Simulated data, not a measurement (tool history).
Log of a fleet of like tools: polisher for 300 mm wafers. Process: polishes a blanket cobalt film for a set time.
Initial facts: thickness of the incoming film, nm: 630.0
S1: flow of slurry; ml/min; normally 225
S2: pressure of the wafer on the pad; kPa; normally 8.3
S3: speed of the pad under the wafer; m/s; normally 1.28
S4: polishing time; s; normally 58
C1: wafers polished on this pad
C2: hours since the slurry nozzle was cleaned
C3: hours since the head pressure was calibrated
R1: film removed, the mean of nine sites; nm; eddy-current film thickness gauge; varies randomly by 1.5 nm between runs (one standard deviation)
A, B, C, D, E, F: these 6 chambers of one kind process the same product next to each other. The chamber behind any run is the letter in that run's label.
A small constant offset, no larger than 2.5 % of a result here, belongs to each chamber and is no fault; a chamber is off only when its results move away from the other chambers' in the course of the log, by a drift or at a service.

At hour 0.4: chamber E: worn pad replaced by a new one.
Run 1D, hour 4.5: usual settings; C1 876; C2 215.0; C3 689.7. Result: R1 232.21 nm.
Run 2A, hour 10.0: usual settings; C1 256; C2 623.1; C3 365.5. Result: R1 239.78 nm.
At hour 14.3: chamber C: worn pad replaced by a new one.
Run 3F, hour 14.5: usual settings; C1 547; C2 92.0; C3 1035.8. Result: R1 231.61 nm.
At hour 16.3: chamber F: worn pad replaced by a new one.
At hour 19.0: chamber B: slurry nozzle cleaned.
Run 4B, hour 19.2: usual settings; C1 948; C2 0.2; C3 608.8. Result: R1 237.37 nm.
Run 5E, hour 23.5: usual settings; C1 305; C2 307.4; C3 647.5. Result: R1 231.99 nm.
Run 6C, hour 29.1: usual settings; C1 195; C2 372.9; C3 872.5. Result: R1 234.59 nm.
At hour 34.7: chamber A: head pressure recalibrated.
Run 7C, hour 34.8: usual settings; C1 271; C2 378.6; C3 878.2. Result: R1 230.20 nm.
Run 8B, hour 39.1: usual settings; C1 1211; C2 20.1; C3 628.7. Result: R1 234.73 nm.
At hour 40.9: chamber D: worn pad replaced by a new one.
Run 9E, hour 42.3: usual settings but S2 6.2 kPa; C1 553; C2 326.2; C3 666.3. Result: R1 171.73 nm.
Run 10F, hour 45.8: usual settings but S2 6.2 kPa; C1 389; C2 123.3; C3 1067.1. Result: R1 174.13 nm.
Run 11A, hour 48.5: usual settings but S2 6.2 kPa; C1 764; C2 661.6; C3 13.9. Result: R1 178.82 nm.
Run 12D, hour 51.6: usual settings but S2 6.2 kPa; C1 141; C2 262.1; C3 736.8. Result: R1 172.73 nm.
Run 13D, hour 56.0: usual settings but S2 6.2 kPa; C1 199; C2 266.5; C3 741.2. Result: R1 172.52 nm.
At hour 57.3: chamber A: worn pad replaced by a new one.
At hour 58.8: chamber D: slurry nozzle cleaned.
Run 14B, hour 59.0: usual settings but S2 6.2 kPa; C1 1473; C2 40.0; C3 648.6. Result: R1 174.46 nm.
At hour 60.5: chamber F: worn pad replaced by a new one.
At hour 61.2: chamber E: worn pad replaced by a new one.
Run 15F, hour 62.0: usual settings; C1 20; C2 139.5; C3 1083.3. Result: R1 231.60 nm.
Run 16E, hour 64.7: usual settings; C1 47; C2 348.6; C3 688.7. Result: R1 235.29 nm.
Run 17A, hour 70.0: usual settings; C1 167; C2 683.1; C3 35.4. Result: R1 240.54 nm.
At hour 72.5: chamber F: head pressure recalibrated.
Run 18C, hour 73.6: usual settings; C1 782; C2 417.4; C3 917.0. Result: R1 232.16 nm.
At hour 75.4: chamber C: worn pad replaced by a new one.
At hour 78.3: chamber A: slurry nozzle cleaned.
Run 19A, hour 79.3: usual settings but S3 0.90 m/s; C1 290; C2 1.1; C3 44.7. Result: R1 169.31 nm.
Run 20F, hour 83.4: usual settings but S3 0.90 m/s; C1 303; C2 160.9; C3 10.9. Result: R1 164.92 nm.
Run 21B, hour 86.9: usual settings but S3 0.90 m/s; C1 1841; C2 67.9; C3 676.5. Result: R1 159.93 nm.
Run 22D, hour 91.1: usual settings but S3 0.90 m/s; C1 662; C2 32.4; C3 776.3. Result: R1 161.66 nm.
Run 23E, hour 94.5: usual settings but S3 0.90 m/s; C1 440; C2 378.4; C3 718.5. Result: R1 162.10 nm.
At hour 96.9: chamber F: worn pad replaced by a new one.
Run 24C, hour 97.2: usual settings but S3 0.90 m/s; C1 288; C2 441.0; C3 940.6. Result: R1 163.37 nm.
Run 25C, hour 101.6: usual settings; C1 346; C2 445.4; C3 945.0. Result: R1 231.61 nm.
Run 26A, hour 105.0: usual settings but S3 1.62 m/s; C1 629; C2 26.8; C3 70.4. Result: R1 297.40 nm.
Run 27E, hour 109.4: usual settings but S3 1.62 m/s; C1 637; C2 393.3; C3 733.4. Result: R1 293.80 nm.
Run 28F, hour 112.2: usual settings but S3 1.62 m/s; C1 203; C2 189.7; C3 39.7. Result: R1 293.83 nm.
Run 29B, hour 115.0: usual settings but S3 1.62 m/s; C1 2212; C2 96.0; C3 704.6. Result: R1 287.59 nm.
Run 30D, hour 119.6: usual settings but S3 1.62 m/s; C1 1038; C2 60.9; C3 804.8. Result: R1 290.57 nm.
Run 31E, hour 122.8: usual settings but S3 1.62 m/s; C1 814; C2 406.7; C3 746.8. Result: R1 294.12 nm.
Run 32A, hour 125.8: usual settings; C1 903; C2 47.6; C3 91.2. Result: R1 236.76 nm.
At hour 128.0: chamber E: worn pad replaced by a new one.
At hour 129.9: chamber C: worn pad replaced by a new one.
At hour 130.4: chamber A: worn pad replaced by a new one.
Run 33C, hour 131.3: usual settings; C1 19; C2 475.1; C3 974.7. Result: R1 231.06 nm.
At hour 132.5: chamber F: worn pad replaced by a new one.
Run 34D, hour 135.0: usual settings but S3 1.50 m/s; C1 1241; C2 76.3; C3 820.2. Result: R1 269.79 nm.
At hour 135.8: chamber C: slurry nozzle cleaned.
Run 35F, hour 138.9: usual settings but S3 1.50 m/s; C1 84; C2 216.4; C3 66.4. Result: R1 273.32 nm.
At hour 141.6: chamber D: worn pad replaced by a new one.
Run 36B, hour 143.0: usual settings but S3 1.50 m/s; C1 2582; C2 124.0; C3 732.6. Result: R1 263.10 nm.
At hour 147.9: chamber C: head pressure recalibrated.
Run 37F, hour 148.5: usual settings but S3 1.50 m/s; C1 211; C2 226.0; C3 76.0. Result: R1 272.49 nm.
At hour 149.6: chamber E: head pressure recalibrated.
Run 38D, hour 152.0: usual settings but S3 1.50 m/s; C1 138; C2 93.3; C3 837.2. Result: R1 269.50 nm.
Run 39C, hour 156.9: usual settings but S3 1.50 m/s; C1 357; C2 21.1; C3 9.1. Result: R1 271.15 nm.
Run 40B, hour 160.7: usual settings; C1 2815; C2 141.7; C3 750.3. Result: R1 219.80 nm.
Run 41E, hour 166.6: usual settings but S2 5.5 kPa, S4 68 s; C1 509; C2 450.5; C3 17.0. Result: R1 182.14 nm.
Run 42A, hour 170.2: usual settings but S2 5.5 kPa, S4 68 s; C1 525; C2 92.0; C3 135.6. Result: R1 183.96 nm.

All 6 chambers run these settings next. Forecast each chamber's results:
Run 43A, hour 174.5: usual settings. Result: R1 ?.
Run 43B, hour 174.5: usual settings. Result: R1 ?.
Run 43C, hour 174.5: usual settings. Result: R1 ?.
Run 43D, hour 174.5: usual settings. Result: R1 ?.
Run 43E, hour 174.5: usual settings. Result: R1 ?.
Run 43F, hour 174.5: usual settings. Result: R1 ?.

run      R1
43A  237.79
43B  218.31
43C  228.33
43D  231.75
43E  232.37
43F  232.79
